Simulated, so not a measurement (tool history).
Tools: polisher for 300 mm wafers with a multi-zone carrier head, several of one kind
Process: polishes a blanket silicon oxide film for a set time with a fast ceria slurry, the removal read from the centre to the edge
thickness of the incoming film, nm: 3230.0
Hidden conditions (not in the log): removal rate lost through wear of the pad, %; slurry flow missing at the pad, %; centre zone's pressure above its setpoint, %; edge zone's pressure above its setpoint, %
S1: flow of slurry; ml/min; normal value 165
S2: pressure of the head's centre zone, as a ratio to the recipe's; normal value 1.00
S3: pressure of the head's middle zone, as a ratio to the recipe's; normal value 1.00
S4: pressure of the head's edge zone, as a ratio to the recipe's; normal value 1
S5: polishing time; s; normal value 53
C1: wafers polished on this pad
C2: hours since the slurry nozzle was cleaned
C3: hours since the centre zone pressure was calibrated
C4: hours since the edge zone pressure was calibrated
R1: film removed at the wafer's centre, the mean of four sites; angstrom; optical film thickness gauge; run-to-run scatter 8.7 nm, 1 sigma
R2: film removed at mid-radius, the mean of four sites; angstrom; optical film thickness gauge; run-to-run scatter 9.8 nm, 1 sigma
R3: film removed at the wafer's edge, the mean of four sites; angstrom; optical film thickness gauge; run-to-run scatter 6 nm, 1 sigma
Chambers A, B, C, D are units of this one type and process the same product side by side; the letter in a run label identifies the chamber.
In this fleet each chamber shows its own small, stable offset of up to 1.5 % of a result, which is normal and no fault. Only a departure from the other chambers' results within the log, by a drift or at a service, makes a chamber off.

At hour 0.1: chamber D: worn pad replaced by a new one.
Run 1B, hour 6.8: usual settings; C1 772; C2 36.8; C3 381.6; C4 925.7. Result: R1 7103.4 angstrom, R2 7099.2 angstrom, R3 7094.6 angstrom.
Run 2A, hour 11.9: usual settings; C1 312; C2 694.3; C3 402.8; C4 152.2. Result: R1 7041.5 angstrom, R2 6929.4 angstrom, R3 7065.9 angstrom.
Run 3D, hour 14.9: usual settings; C1 112; C2 364.5; C3 1181.4; C4 1477.5. Result: R1 7015.9 angstrom, R2 7109.7 angstrom, R3 6999.2 angstrom.
Run 4C, hour 20.2: usual settings; C1 574; C2 456.0; C3 348.0; C4 1228.4. Result: R1 6957.4 angstrom, R2 6887.6 angstrom, R3 6976.4 angstrom.
Run 5B, hour 24.5: usual settings; C1 907; C2 54.5; C3 399.3; C4 943.4. Result: R1 7192.4 angstrom, R2 7091.2 angstrom, R3 7069.0 angstrom.
Run 6D, hour 28.9: usual settings; C1 219; C2 378.5; C3 1195.4; C4 1491.5. Result: R1 7073.6 angstrom, R2 7002.4 angstrom, R3 7012.0 angstrom.
Run 7C, hour 34.9: usual settings; C1 686; C2 470.7; C3 362.7; C4 1243.1. Result: R1 6928.0 angstrom, R2 6829.9 angstrom, R3 7100.2 angstrom.
At hour 39.7: chamber B: worn pad replaced by a new one.
Run 8A, hour 40.0: usual settings; C1 526; C2 722.4; C3 430.9; C4 180.3. Result: R1 7015.0 angstrom, R2 6997.5 angstrom, R3 7023.1 angstrom.
Run 9D, hour 44.0: usual settings; C1 334; C2 393.6; C3 1210.5; C4 1506.6. Result: R1 7086.5 angstrom, R2 7089.6 angstrom, R3 7169.6 angstrom.
At hour 48.3: chamber C: worn pad replaced by a new one.
Run 10B, hour 50.0: usual settings but S2 1.05, S3 1.08; C1 78; C2 80.0; C3 424.8; C4 968.9. Result: R1 7428.6 angstrom, R2 7648.3 angstrom, R3 7016.7 angstrom.
Run 11A, hour 53.8: usual settings but S2 1.05, S3 1.08; C1 631; C2 736.2; C3 444.7; C4 194.1. Result: R1 7288.7 angstrom, R2 7504.9 angstrom, R3 7165.1 angstrom.
At hour 57.3: chamber A: centre zone pressure recalibrated.
Run 12C, hour 58.8: usual settings but S2 1.05, S3 1.08; C1 80; C2 494.6; C3 386.6; C4 1267.0. Result: R1 7376.8 angstrom, R2 7429.9 angstrom, R3 6978.7 angstrom.
Run 13D, hour 64.5: usual settings but S2 1.05, S3 1.08; C1 490; C2 414.1; C3 1231.0; C4 1527.1. Result: R1 7254.6 angstrom, R2 7619.1 angstrom, R3 7015.4 angstrom.
At hour 67.4: chamber D: edge zone pressure recalibrated.
Run 14A, hour 69.7: usual settings; C1 752; C2 752.1; C3 12.4; C4 210.0. Result: R1 7703.5 angstrom, R2 6986.6 angstrom, R3 7105.4 angstrom.
Run 15C, hour 73.8: usual settings but S1 200 ml/min, S2 0.95; C1 194; C2 509.6; C3 401.6; C4 1282.0. Result: R1 6825.9 angstrom, R2 7105.8 angstrom, R3 7215.7 angstrom.
Run 16B, hour 78.7: usual settings but S1 200 ml/min, S2 0.95; C1 297; C2 108.7; C3 453.5; C4 997.6. Result: R1 6790.4 angstrom, R2 7359.2 angstrom, R3 7339.3 angstrom.
Run 17D, hour 82.6: usual settings but S1 200 ml/min, S2 0.95; C1 628; C2 432.2; C3 1249.1; C4 15.2. Result: R1 6895.3 angstrom, R2 7356.1 angstrom, R3 7162.8 angstrom.
Run 18A, hour 87.1: usual settings but S1 200 ml/min, S2 0.95; C1 884; C2 769.5; C3 29.8; C4 227.4. Result: R1 7377.0 angstrom, R2 7368.6 angstrom, R3 7097.1 angstrom.
Run 19C, hour 90.8: usual settings; C1 323; C2 526.6; C3 418.6; C4 1299.0. Result: R1 6946.5 angstrom, R2 6997.2 angstrom, R3 7022.1 angstrom.
Run 20B, hour 97.5: usual settings; C1 440; C2 127.5; C3 472.3; C4 1016.4. Result: R1 7058.6 angstrom, R2 7022.3 angstrom, R3 7000.3 angstrom.
At hour 100.4: chamber D: worn pad replaced by a new one.
Run 21A, hour 104.3: usual settings; C1 1015; C2 786.7; C3 47.0; C4 244.6. Result: R1 7796.7 angstrom, R2 6765.7 angstrom, R3 7001.0 angstrom.
Run 22D, hour 107.5: usual settings; C1 54; C2 457.1; C3 1274.0; C4 40.1. Result: R1 7068.1 angstrom, R2 7111.1 angstrom, R3 7052.4 angstrom.
Run 23C, hour 111.7: usual settings; C1 482; C2 547.5; C3 439.5; C4 1319.9. Result: R1 6960.0 angstrom, R2 6823.1 angstrom, R3 7045.1 angstrom.
At hour 112.8: chamber A: worn pad replaced by a new one.
Run 24B, hour 116.6: usual settings; C1 585; C2 146.6; C3 491.4; C4 1035.5. Result: R1 7087.8 angstrom, R2 6969.8 angstrom, R3 7083.6 angstrom.
Run 25B, hour 120.9: usual settings; C1 618; C2 150.9; C3 495.7; C4 1039.8. Result: R1 7044.1 angstrom, R2 7197.6 angstrom, R3 7054.7 angstrom.
Run 26A, hour 125.1: usual settings; C1 93; C2 807.5; C3 67.8; C4 265.4. Result: R1 7839.0 angstrom, R2 6880.1 angstrom, R3 7167.0 angstrom.
Run 27D, hour 131.2: usual settings; C1 234; C2 480.8; C3 1297.7; C4 63.8. Result: R1 6844.4 angstrom, R2 6987.1 angstrom, R3 7015.0 angstrom.
Run 28C, hour 137.8: usual settings; C1 681; C2 573.6; C3 465.6; C4 1346.0. Result: R1 6965.5 angstrom, R2 6936.6 angstrom, R3 7018.2 angstrom.
At hour 139.7: chamber A: slurry nozzle cleaned.
Run 29B, hour 142.9: usual settings; C1 785; C2 172.9; C3 517.7; C4 1061.8. Result: R1 6999.9 angstrom, R2 7094.4 angstrom, R3 7009.6 angstrom.
Run 30D, hour 146.0: usual settings but S1 115 ml/min, S2 0.93; C1 347; C2 495.6; C3 1312.5; C4 78.6. Result: R1 5988.3 angstrom, R2 6625.3 angstrom, R3 6535.5 angstrom.
Run 31C, hour 150.2: usual settings but S1 115 ml/min, S2 0.93; C1 775; C2 586.0; C3 478.0; C4 1358.4. Result: R1 5769.3 angstrom, R2 6358.9 angstrom, R3 6576.1 angstrom.
Run 32A, hour 155.3: usual settings but S1 115 ml/min, S2 0.93; C1 323; C2 15.6; C3 98.0; C4 295.6. Result: R1 6593.6 angstrom, R2 6472.6 angstrom, R3 6748.3 angstrom.
At hour 159.2: chamber C: worn pad replaced by a new one.
Run 33C, hour 161.7: usual settings but S1 115 ml/min, S2 0.93; C1 19; C2 597.5; C3 489.5; C4 1369.9. Result: R1 5778.7 angstrom, R2 6612.6 angstrom, R3 6629.9 angstrom.

Each of the 4 chambers runs these same settings next. Fill in every chamber's results:
Run 34A, hour 166.6: usual settings. Result: R1 ?, R2 ?, R3 ?.
Run 34B, hour 166.6: usual settings. Result: R1 ?, R2 ?, R3 ?.
Run 34C, hour 166.6: usual settings. Result: R1 ?, R2 ?, R3 ?.
Run 34D, hour 166.6: usual settings. Result: R1 ?, R2 ?, R3 ?.

run      R1      R2      R3
34A  7723.5  6858.9  7031.8
34B  6962.1  7089.0  7133.4
34C  7071.2  6799.9  6875.1
34D  7047.6  7184.6  7008.5
